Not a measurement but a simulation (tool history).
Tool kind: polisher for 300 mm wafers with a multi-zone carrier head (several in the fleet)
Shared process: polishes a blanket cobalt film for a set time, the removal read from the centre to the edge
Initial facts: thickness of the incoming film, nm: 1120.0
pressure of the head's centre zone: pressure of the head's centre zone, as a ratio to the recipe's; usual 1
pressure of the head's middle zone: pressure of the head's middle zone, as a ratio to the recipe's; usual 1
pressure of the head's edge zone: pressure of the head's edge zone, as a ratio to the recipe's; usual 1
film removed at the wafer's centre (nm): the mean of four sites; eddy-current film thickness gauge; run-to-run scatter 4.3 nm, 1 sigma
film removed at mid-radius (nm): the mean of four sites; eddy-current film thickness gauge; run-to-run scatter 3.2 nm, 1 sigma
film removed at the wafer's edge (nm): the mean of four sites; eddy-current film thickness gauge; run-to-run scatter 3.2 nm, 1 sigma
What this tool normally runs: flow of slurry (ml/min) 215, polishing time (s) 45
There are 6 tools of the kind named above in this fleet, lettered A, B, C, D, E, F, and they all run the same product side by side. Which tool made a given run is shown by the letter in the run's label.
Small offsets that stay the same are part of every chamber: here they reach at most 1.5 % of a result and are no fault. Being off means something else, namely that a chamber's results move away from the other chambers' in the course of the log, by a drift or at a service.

| run | hour | flow of slurry (ml/min) | pressure of the head's centre zone | pressure of the head's middle zone | pressure of the head's edge zone | polishing time (s) | film removed at the wafer's centre (nm) | film removed at mid-radius (nm) | film removed at the wafer's edge (nm) |
|---|---|---|---|---|---|---|---|---|---|
|  | 5.8 | chamber F: worn pad replaced by a new one |
| 1A | 10.6 | 215 | 1 | 1 | 1 | 45 | 320.83 | 317.53 | 320.32 |
| 2B | 17.1 | 215 | 1 | 1 | 1 | 45 | 311.87 | 317.87 | 318.19 |
|  | 20.5 | chamber D: worn pad replaced by a new one |
|  | 22 | chamber E: slurry nozzle cleaned |
| 3E | 24.4 | 215 | 1 | 1 | 1 | 45 | 318.37 | 307.99 | 319.58 |
|  | 36.5 | chamber B: worn pad replaced by a new one |
|  | 37.1 | chamber E: worn pad replaced by a new one |
| 4F | 37.5 | 215 | 1 | 1 | 1 | 45 | 315.09 | 319.46 | 313.41 |
|  | 42 | chamber D: slurry nozzle cleaned |
|  | 49.9 | chamber F: centre zone pressure recalibrated |
| 5D | 50.7 | 215 | 1 | 1 | 1 | 45 | 313.72 | 311 | 310.4 |
|  | 55.1 | chamber A: slurry nozzle cleaned |
| 6C | 64.5 | 215 | 1 | 1 | 1 | 45 | 319.31 | 308.37 | 318.23 |
| 7C | 77.1 | 215 | 1 | 1 | 1 | 45 | 314.38 | 321.06 | 317.13 |
|  | 83.6 | chamber F: worn pad replaced by a new one |
| 8B | 89.9 | 215 | 1 | 1 | 1 | 45 | 317.6 | 311.12 | 317.68 |
|  | 100.6 | chamber E: centre zone pressure recalibrated |
| 9A | 102.9 | 215 | 1 | 1 | 1 | 45 | 313.13 | 313.53 | 317.97 |
|  | 103.4 | chamber C: worn pad replaced by a new one |
|  | 110.6 | chamber B: worn pad replaced by a new one |
| 10D | 113.7 | 190 | 1.05 | 1 | 1 | 45 | 330.83 | 306.79 | 307.19 |
|  | 113.9 | chamber E: worn pad replaced by a new one |
| 11E | 120.4 | 190 | 1.05 | 1 | 1 | 45 | 319.77 | 311.89 | 315.04 |
| 12F | 128.4 | 190 | 1.05 | 1 | 1 | 45 | 323.49 | 310.15 | 304.21 |
|  | 131.6 | chamber A: centre zone pressure recalibrated |
|  | 138.2 | chamber D: worn pad replaced by a new one |
| 13C | 141.7 | 190 | 1.05 | 1 | 1 | 45 | 329.84 | 312.89 | 312.43 |
| 14B | 151.2 | 190 | 1.05 | 1 | 1 | 45 | 326 | 315.3 | 315.95 |
|  | 159.6 | chamber B: centre zone pressure recalibrated |
| 15E | 161.6 | 190 | 1.05 | 1 | 1 | 45 | 326.03 | 316.59 | 314.68 |
|  | 163.8 | chamber F: worn pad replaced by a new one |
| 16D | 172.9 | 215 | 1 | 1 | 1 | 45 | 316.94 | 312.06 | 308.88 |
|  | 176.4 | chamber C: slurry nozzle cleaned |
| 17A | 179.8 | 215 | 1 | 1 | 1 | 45 | 303.25 | 300.61 | 305.79 |
| 18F | 191.9 | 215 | 1 | 1 | 1 | 45 | 313.89 | 310.11 | 311.58 |
|  | 192.1 | chamber E: worn pad replaced by a new one |
|  | 196.6 | chamber B: worn pad replaced by a new one |
|  | 198.9 | chamber C: worn pad replaced by a new one |
| 19E | 203.2 | 215 | 1 | 1 | 1 | 45 | 309.07 | 314.47 | 325.43 |
| 20D | 215.9 | 215 | 1 | 1 | 0.9 | 45 | 313.91 | 308.91 | 297.14 |
|  | 228.1 | chamber D: worn pad replaced by a new one |
| 21A | 229.8 | 215 | 1 | 1 | 0.9 | 45 | 304.97 | 302.71 | 289.72 |
|  | 233.2 | chamber B: slurry nozzle cleaned |
| 22C | 235.9 | 215 | 1 | 1 | 0.9 | 45 | 313.53 | 314.4 | 305.5 |
| 23B | 242.9 | 215 | 1 | 1 | 0.9 | 45 | 313.57 | 313.69 | 299.38 |
|  | 244 | chamber F: worn pad replaced by a new one |
| 24F | 254.7 | 215 | 1 | 1 | 0.9 | 45 | 317.57 | 315.21 | 299.25 |
| 25A | 264.1 | 215 | 1 | 1 | 0.9 | 45 | 294.47 | 299.05 | 281.9 |
|  | 266.1 | chamber E: edge zone pressure recalibrated |
|  | 266.2 | chamber E: worn pad replaced by a new one |
| 26F | 271.1 | 215 | 1 | 1 | 1 | 45 | 314.88 | 316.52 | 312.3 |
| 27E | 282.5 | 215 | 1 | 1 | 1 | 45 | 322.17 | 318.11 | 318.6 |
|  | 287.6 | chamber B: worn pad replaced by a new one |
|  | 291.9 | chamber C: worn pad replaced by a new one |
| 28C | 294.5 | 215 | 1 | 1 | 1 | 45 | 314.24 | 324.54 | 315.06 |
|  | 302.3 | chamber D: centre zone pressure recalibrated |
| 29B | 303.7 | 215 | 1 | 1 | 1 | 45 | 323.38 | 317.27 | 320.22 |
|  | 306.4 | chamber C: edge zone pressure recalibrated |
|  | 315.2 | chamber F: slurry nozzle cleaned |
| 30D | 317.6 | 215 | 1 | 1 | 1 | 45 | 315.84 | 310.77 | 313.48 |
|  | 328.5 | chamber F: worn pad replaced by a new one |
| 31E | 331.5 | 215 | 1 | 1 | 1 | 45 | 320.68 | 314.96 | 316.95 |
| 32B | 339.8 | 215 | 1 | 1 | 1 | 45 | 316.4 | 316.94 | 314.58 |
|  | 345 | chamber D: worn pad replaced by a new one |
| 33C | 346.9 | 215 | 1 | 1 | 1 | 45 | 319.46 | 315.87 | 316.36 |
| 34D | 359 | 215 | 1 | 1 | 1 | 45 | 319.07 | 316.88 | 317.58 |
| 35A | 367.8 | 215 | 1 | 1 | 1 | 45 | 283.81 | 287.12 | 291.16 |
| 36F | 376.5 | 215 | 1 | 1 | 1 | 45 | 322.68 | 315.35 | 319.2 |
| 37F | 388.9 | 215 | 1 | 1.07 | 1.1 | 45 | 315.34 | 339.28 | 328.04 |
| 38C | 401.3 | 215 | 1 | 1.07 | 1.1 | 45 | 319.01 | 331.12 | 328.69 |
| 39A | 409.5 | 215 | 1 | 1.07 | 1.1 | 45 | 280.78 | 303.52 | 298.38 |

What goes on in this fleet: one chamber off, a drifting gauge, or nothing beyond the chambers' own small offsets? Name the chamber and the cause, if any.

Little by little, chamber A moves away from the other chambers.
Cause: removal rate lost through wear of the pad, % = 11.8.

Chamber A could run next with any of the 4 candidate recipes listed below; each alters the usual settings, and their results appear as question marks. Which one brings its results back in line with what the other chambers deliver on the usual settings?
To be in line, a result may differ from the other chambers' mean on the usual settings by at most: film removed at the wafer's centre (nm) 15; film removed at mid-radius (nm) 11; film removed at the wafer's edge (nm) 11
| 40A-1 | 419.6 | 215 | 1 | 1 | 1 | 43 | ? | ? | ? |
| 40A-2 | 419.6 | 215 | 1 | 1 | 1 | 47 | ? | ? | ? |
| 40A-3 | 419.6 | 220 | 1.01 | 1 | 1 | 50 | ? | ? | ? |
| 40A-4 | 419.6 | 210 | 0.99 | 1 | 1 | 40 | ? | ? | ? |

Other chambers, usual settings, mean: film removed at the wafer's centre (nm) 314.18; film removed at mid-radius (nm) 315.27; film removed at the wafer's edge (nm) 316.47
| run | film removed at the wafer's centre (nm) | film removed at mid-radius (nm) | film removed at the wafer's edge (nm) |
|---|---|---|---|
| 40A-1 | 264.66 | 266.76 | 269.83 |
| 40A-2 | 289.28 | 291.58 | 294.93 |
| 40A-3 | 312.23 | 311.12 | 314.47 |
| 40A-4 | 242.59 | 247.38 | 250.4 |
The right change is 40A-3: it brings the chamber back within the allowed miss of the others.
